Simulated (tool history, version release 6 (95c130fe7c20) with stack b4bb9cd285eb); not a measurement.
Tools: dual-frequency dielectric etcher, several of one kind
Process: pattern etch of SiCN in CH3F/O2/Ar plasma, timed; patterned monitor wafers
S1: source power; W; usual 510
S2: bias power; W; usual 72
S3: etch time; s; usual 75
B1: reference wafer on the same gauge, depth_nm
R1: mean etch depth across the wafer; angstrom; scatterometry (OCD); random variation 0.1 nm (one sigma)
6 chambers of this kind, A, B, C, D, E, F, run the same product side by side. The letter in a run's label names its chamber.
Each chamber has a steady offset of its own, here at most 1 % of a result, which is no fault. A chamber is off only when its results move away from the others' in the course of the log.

run	day	S1	S2	S3	B1	R1
1F	0.258	510	72	75	28.801	305.12
2A	0.579	510	72	75	28.795	309.55
# day 0.8: chamber D: wet clean of the chamber
3D	0.921	510	72	75	28.788	307.21
4E	1.212	510	72	75	28.805	306.21
5B	1.496	510	72	75	28.793	311.12
6C	1.667	510	72	75	28.806	307.85
7F	2.004	510	72	75	28.802	307.47
8E	2.342	510	78	89	28.775	372.83
9D	2.675	510	78	89	28.791	376.74
10B	2.842	510	78	89	28.801	376.52
11A	3.017	510	78	89	28.824	378.06
12C	3.196	510	78	89	28.792	376.61
13D	3.483	510	78	89	28.772	373.7
# day 3.625: chamber A: wet clean of the chamber
14B	3.833	620	72	92	28.811	405.11
15E	4.029	620	72	92	28.798	405.86
16F	4.292	620	72	92	28.791	405.6
# day 4.429: chamber C: wet clean of the chamber
17C	4.483	620	72	92	28.816	406.38
18A	4.692	620	72	92	28.803	409.1
19A	4.888	620	72	92	28.783	409.9
20C	5.071	510	72	75	28.804	308.01
21E	5.367	510	72	75	28.807	304.63
22F	5.688	510	72	75	28.796	307.19
23B	5.9	510	62	75	28.787	289.52
24D	6.142	510	62	75	28.796	292.55
25B	6.35	510	62	75	28.81	288.55
26A	6.508	510	62	75	28.769	293.59
# day 6.575: chamber C: source power generator calibrated
27F	6.775	510	62	75	28.793	293.51
28E	7.067	510	62	75	28.786	290.12
29D	7.433	510	72	75	28.783	305.89
30C	7.692	510	72	75	28.78	308.78
31D	7.85	510	72	75	28.782	308.2
32B	8.138	510	72	75	28.796	299.92
33E	8.408	510	72	75	28.798	305.86
34C	8.733	440	61	75	28.796	275.38
35F	9.012	440	61	75	28.81	276.78
36A	9.358	440	61	75	28.791	276.65
37B	9.625	440	61	75	28.781	265.72
38C	9.962	440	61	75	28.799	273.12
39F	10.196	440	61	75	28.798	273.42
40D	10.388	510	72	75	28.788	309.45
41A	10.667	510	72	75	28.804	310.24

Next, every chamber runs the same settings. What will each give?
42A	10.929	510	72	75		?
42B	10.929	510	72	75		?
42C	10.929	510	72	75		?
42D	10.929	510	72	75		?
42E	10.929	510	72	75		?
42F	10.929	510	72	75		?

run	R1
42A	310.18
42B	298.63
42C	308.51
42D	305.88
42E	305.06
42F	307.34
